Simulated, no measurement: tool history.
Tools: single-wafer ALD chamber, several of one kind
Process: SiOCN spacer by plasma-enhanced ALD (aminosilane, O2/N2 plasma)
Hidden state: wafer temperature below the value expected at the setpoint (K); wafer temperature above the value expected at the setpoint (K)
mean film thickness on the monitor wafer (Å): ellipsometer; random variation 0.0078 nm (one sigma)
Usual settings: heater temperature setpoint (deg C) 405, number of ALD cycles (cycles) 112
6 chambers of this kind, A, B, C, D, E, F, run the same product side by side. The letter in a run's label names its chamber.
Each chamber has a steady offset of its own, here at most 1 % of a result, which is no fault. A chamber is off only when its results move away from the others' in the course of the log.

| run | hour | heater temperature setpoint (deg C) | number of ALD cycles (cycles) | hours since the last thermocouple change | read-back reference wafer on the same gauge, thickness_nm | mean film thickness on the monitor wafer (Å) |
|---|---|---|---|---|---|---|
| 1A | 9.5 | 405 | 112 | 2509.0 | 5.4487 | 67.251 |
| 2E | 14.6 | 405 | 112 | 1248.2 | 5.4492 | 66.346 |
| 3F | 25.2 | 405 | 112 | 740.2 | 5.4513 | 66.086 |
| 4B | 33.2 | 405 | 112 | 494.7 | 5.4526 | 66.626 |
| 5D | 43.5 | 405 | 112 | 505.0 | 5.4550 | 66.385 |
| 6C | 52.5 | 405 | 112 | 525.0 | 5.4536 | 67.135 |
| 7B | 62.4 | 405 | 112 | 523.9 | 5.4553 | 66.863 |
| 8F | 67.4 | 405 | 112 | 782.4 | 5.4551 | 66.097 |
| 9E | 73.2 | 405 | 112 | 1306.8 | 5.4559 | 66.474 |
| 10A | 80.7 | 405 | 112 | 2580.2 | 5.4586 | 67.300 |
| 11C | 91.3 | 405 | 112 | 563.8 | 5.4584 | 67.231 |
| 12D | 99.1 | 405 | 112 | 560.6 | 5.4586 | 66.622 |
| 13D | 106.4 | 405 | 112 | 567.9 | 5.4595 | 66.611 |
| 14F | 112.7 | 405 | 112 | 827.7 | 5.4593 | 66.197 |
| 15B | 118.4 | 405 | 112 | 579.9 | 5.4606 | 66.886 |
| 16A | 127.6 | 405 | 112 | 2627.1 | 5.4620 | 67.327 |
| 17E | 133.9 | 405 | 112 | 1367.5 | 5.4602 | 66.493 |
| 18C | 140.9 | 405 | 112 | 613.4 | 5.4626 | 67.304 |
| 19A | 149.3 | 405 | 112 | 2648.8 | 5.4616 | 67.432 |
| 20D | 159.6 | 395 | 112 | 621.1 | 5.4638 | 67.500 |
| 21F | 168.0 | 395 | 112 | 883.0 | 5.4643 | 67.238 |
| 22E | 173.4 | 395 | 112 | 1407.0 | 5.4649 | 67.572 |
| 23B | 179.7 | 395 | 112 | 641.2 | 5.4654 | 67.888 |
| 24C | 187.5 | 395 | 112 | 660.0 | 5.4679 | 68.271 |
| 25C | 194.6 | 395 | 112 | 667.1 | 5.4697 | 68.453 |
| 26F | 206.1 | 405 | 112 | 921.1 | 5.4680 | 66.206 |
| 27B | 211.8 | 405 | 112 | 673.3 | 5.4689 | 66.902 |
| 28D | 218.0 | 405 | 112 | 679.5 | 5.4698 | 66.741 |
| 29A | 228.4 | 405 | 112 | 2727.9 | 5.4707 | 67.407 |
| 30E | 239.4 | 393 | 122 | 1473.0 | 5.4717 | 73.706 |
| 31E | 250.5 | 393 | 122 | 1484.1 | 5.4728 | 73.701 |
| 32A | 255.8 | 393 | 122 | 2755.3 | 5.4729 | 74.543 |
| 33F | 261.9 | 393 | 122 | 976.9 | 5.4736 | 73.347 |
| 34C | 267.1 | 393 | 122 | 739.6 | 5.4735 | 74.450 |
| 35D | 277.8 | 393 | 122 | 739.3 | 5.4745 | 73.794 |
| 36B | 288.4 | 415 | 122 | 749.9 | 5.4750 | 70.823 |

Next, every chamber runs the same settings. What will each give?
| 37A | 296.7 | 405 | 112 |  |  | ? |
| 37B | 296.7 | 405 | 112 |  |  | ? |
| 37C | 296.7 | 405 | 112 |  |  | ? |
| 37D | 296.7 | 405 | 112 |  |  | ? |
| 37E | 296.7 | 405 | 112 |  |  | ? |
| 37F | 296.7 | 405 | 112 |  |  | ? |

| run | mean film thickness on the monitor wafer (Å) |
|---|---|
| 37A | 67.413 |
| 37B | 67.080 |
| 37C | 67.393 |
| 37D | 66.748 |
| 37E | 66.641 |
| 37F | 66.295 |
